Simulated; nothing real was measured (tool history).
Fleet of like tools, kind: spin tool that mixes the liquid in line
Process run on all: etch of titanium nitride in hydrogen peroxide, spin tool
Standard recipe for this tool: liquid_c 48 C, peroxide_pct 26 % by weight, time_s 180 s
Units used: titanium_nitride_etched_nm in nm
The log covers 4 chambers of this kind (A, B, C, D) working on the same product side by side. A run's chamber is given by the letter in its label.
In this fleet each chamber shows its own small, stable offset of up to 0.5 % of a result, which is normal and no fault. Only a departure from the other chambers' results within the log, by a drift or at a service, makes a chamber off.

run   hour  liquid_c  peroxide_pct  time_s  read-back film thickness of the titanium nitride reference wafer, read on the same gauge (nm)  titanium_nitride_etched_nm
 1D   15.9        48            26     180                                                                                         90.048                      4.1315
 2A   26.7        48            26     180                                                                                         89.991                       4.118
      28.9  -- chamber B: thermometer replaced
 3C   39.2        48            26     180                                                                                         89.989                      4.1214
 4B   54.8        48            26     180                                                                                             90                      4.1159
 5B   67.3        48            26     180                                                                                         89.988                      4.1064
 6D   76.1        48            26     180                                                                                         89.983                      4.1185
 7C   83.4        48            26     180                                                                                         89.992                        4.07
 8A   92.4        48            26     180                                                                                         90.028                      4.1397
 9D  107.4        48            29      75                                                                                         89.998                       1.752
     119.2  -- chamber A: thermometer replaced
10C  119.4        48            29      75                                                                                         89.966                      1.7271
11A  132.4        48            29      75                                                                                         90.024                      1.7479
12B  145.9        48            29      75                                                                                         89.995                      1.7496
13D  159.1        48            26     180                                                                                         90.027                      4.0936
14C  168.7        48            26     105                                                                                         90.035                      2.4111
15B  182.4        48            26     105                                                                                         89.986                      2.3927
16A  191.3        48            26     105                                                                                         89.995                      2.4029
17A  202.5        48            26     105                                                                                         90.021                      2.4108
18C    217        48            26     180                                                                                         89.992                       4.113
19D  228.5        48            26     180                                                                                         90.006                      4.1221
20B  243.9        48            26     180                                                                                         89.995                      4.0858
     247.4  -- chamber A: new drum of peroxide connected
21B  258.2        45            26     255                                                                                         90.004                      4.6723
22D    269        45            26     255                                                                                         89.992                      4.6775
23A  278.9        45            26     255                                                                                         90.003                      4.6639
24C  290.3        45            26     255                                                                                             90                      4.6179
25A  300.4        48            26     180                                                                                         90.003                      4.1533
26B  311.1        48            26     180                                                                                         90.011                      4.0779
27D    325        48            26     180                                                                                         89.989                      4.1104
28C  336.8        48            26     180                                                                                         90.019                      4.0874
     345.9  -- chamber D: new drum of peroxide connected
29C  345.9        48            26     180                                                                                         89.971                      4.1109
30D  359.2        48            26     180                                                                                          89.99                      4.1005
31A    369        57            26     220                                                                                         90.036                      9.4544
32B  376.9        57            26     220                                                                                          89.99                      9.4687
33B  390.6        57            26     220                                                                                         89.988                      9.4634
34D  404.9        57            26     220                                                                                         90.012                      9.3961

Next, all 4 chambers run the settings below, one line each with question marks for the results. What does each chamber give?
35A  416.4      39.5            26     180                                                                                                                          ?
35B  416.4      39.5            26     180                                                                                                                          ?
35C  416.4      39.5            26     180                                                                                                                          ?
35D  416.4      39.5            26     180                                                                                                                          ?

run  titanium_nitride_etched_nm
35A                       2.187
35B                      2.1617
35C                       2.165
35D                       2.186
